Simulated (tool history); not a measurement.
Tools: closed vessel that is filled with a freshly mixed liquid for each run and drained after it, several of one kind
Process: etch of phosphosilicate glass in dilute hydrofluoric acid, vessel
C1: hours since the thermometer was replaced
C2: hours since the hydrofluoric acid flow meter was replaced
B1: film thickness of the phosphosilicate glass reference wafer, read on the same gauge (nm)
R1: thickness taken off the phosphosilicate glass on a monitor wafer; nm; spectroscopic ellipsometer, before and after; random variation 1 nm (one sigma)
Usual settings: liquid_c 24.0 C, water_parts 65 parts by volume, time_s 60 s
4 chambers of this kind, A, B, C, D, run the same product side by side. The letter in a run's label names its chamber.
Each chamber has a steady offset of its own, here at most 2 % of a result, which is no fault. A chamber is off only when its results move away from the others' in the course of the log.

run 1A day=0.342 | liquid_c=24.0 water_parts=65 time_s=60 | C1=829.0 C2=358.0 | B1=119.98 | R1=164.610
run 2D day=0.650 | liquid_c=24.0 water_parts=65 time_s=60 | C1=330.2 C2=2071.8 | B1=120.01 | R1=165.560
run 3B day=0.892 | liquid_c=24.0 water_parts=65 time_s=60 | C1=709.8 C2=1561.9 | B1=120.00 | R1=164.200
run 4C day=1.171 | liquid_c=24.0 water_parts=65 time_s=60 | C1=663.3 C2=839.1 | B1=120.02 | R1=171.810
run 5A day=1.404 | liquid_c=24.0 water_parts=80 time_s=85 | C1=854.5 C2=383.5 | B1=120.06 | R1=186.840
run 6C day=1.775 | liquid_c=24.0 water_parts=80 time_s=85 | C1=677.8 C2=853.6 | B1=120.01 | R1=191.640
run 7D day=1.950 | liquid_c=24.0 water_parts=80 time_s=85 | C1=361.4 C2=2103.0 | B1=120.02 | R1=189.440
run 8B day=2.217 | liquid_c=24.0 water_parts=80 time_s=85 | C1=741.6 C2=1593.7 | B1=120.03 | R1=185.540
run 9D day=2.471 | liquid_c=24.0 water_parts=65 time_s=60 | C1=373.9 C2=2115.5 | B1=120.02 | R1=164.590
run 10C day=2.675 | liquid_c=24.0 water_parts=65 time_s=60 | C1=699.4 C2=875.2 | B1=120.01 | R1=169.830
run 11A day=2.929 | liquid_c=21.0 water_parts=65 time_s=30 | C1=891.1 C2=420.1 | B1=120.00 | R1=72.829
run 12B day=3.129 | liquid_c=21.0 water_parts=65 time_s=30 | C1=763.5 C2=1615.6 | B1=120.03 | R1=72.651
run 13D day=3.396 | liquid_c=21.0 water_parts=65 time_s=30 | C1=396.1 C2=2137.7 | B1=119.99 | R1=73.033
run 14A day=3.658 | liquid_c=21.0 water_parts=65 time_s=30 | C1=908.6 C2=437.6 | B1=119.96 | R1=73.751
run 15B day=3.896 | liquid_c=24.0 water_parts=65 time_s=60 | C1=781.9 C2=1634.0 | B1=119.97 | R1=165.380
run 16C day=4.192 | liquid_c=24.0 water_parts=65 time_s=60 | C1=735.8 C2=911.6 | B1=120.08 | R1=170.720
run 17C day=4.454 | liquid_c=24.0 water_parts=65 time_s=60 | C1=742.1 C2=917.9 | B1=119.95 | R1=169.470
run 18A day=4.821 | liquid_c=24.0 water_parts=65 time_s=60 | C1=936.5 C2=465.5 | B1=120.03 | R1=167.050
run 19B day=5.146 | liquid_c=24.0 water_parts=65 time_s=60 | C1=811.9 C2=1664.0 | B1=119.96 | R1=162.900
run 20D day=5.429 | liquid_c=24.0 water_parts=65 time_s=60 | C1=444.9 C2=2186.5 | B1=120.08 | R1=158.540
run 21A day=5.746 | liquid_c=24.0 water_parts=65 time_s=60 | C1=958.7 C2=487.7 | B1=120.00 | R1=165.930
run 22D day=6.004 | liquid_c=28.5 water_parts=50 time_s=60 | C1=458.7 C2=2200.3 | B1=120.08 | R1=248.930
-- day=6.238 chamber C: hydrofluoric acid flow meter replaced
run 23C day=6.246 | liquid_c=28.5 water_parts=50 time_s=60 | C1=785.1 C2=0.2 | B1=120.02 | R1=271.890
run 24B day=6.438 | liquid_c=28.5 water_parts=50 time_s=60 | C1=842.9 C2=1695.0 | B1=119.96 | R1=265.050
run 25A day=6.762 | liquid_c=28.5 water_parts=50 time_s=60 | C1=983.1 C2=512.1 | B1=120.04 | R1=263.210

Next, every chamber runs the same settings. What will each give?
run 26A day=7.025 | liquid_c=22.0 water_parts=65 time_s=60 | R1=?
run 26B day=7.025 | liquid_c=22.0 water_parts=65 time_s=60 | R1=?
run 26C day=7.025 | liquid_c=22.0 water_parts=65 time_s=60 | R1=?
run 26D day=7.025 | liquid_c=22.0 water_parts=65 time_s=60 | R1=?

run=26A R1=152.270
run=26B R1=152.800
run=26C R1=154.470
run=26D R1=141.190
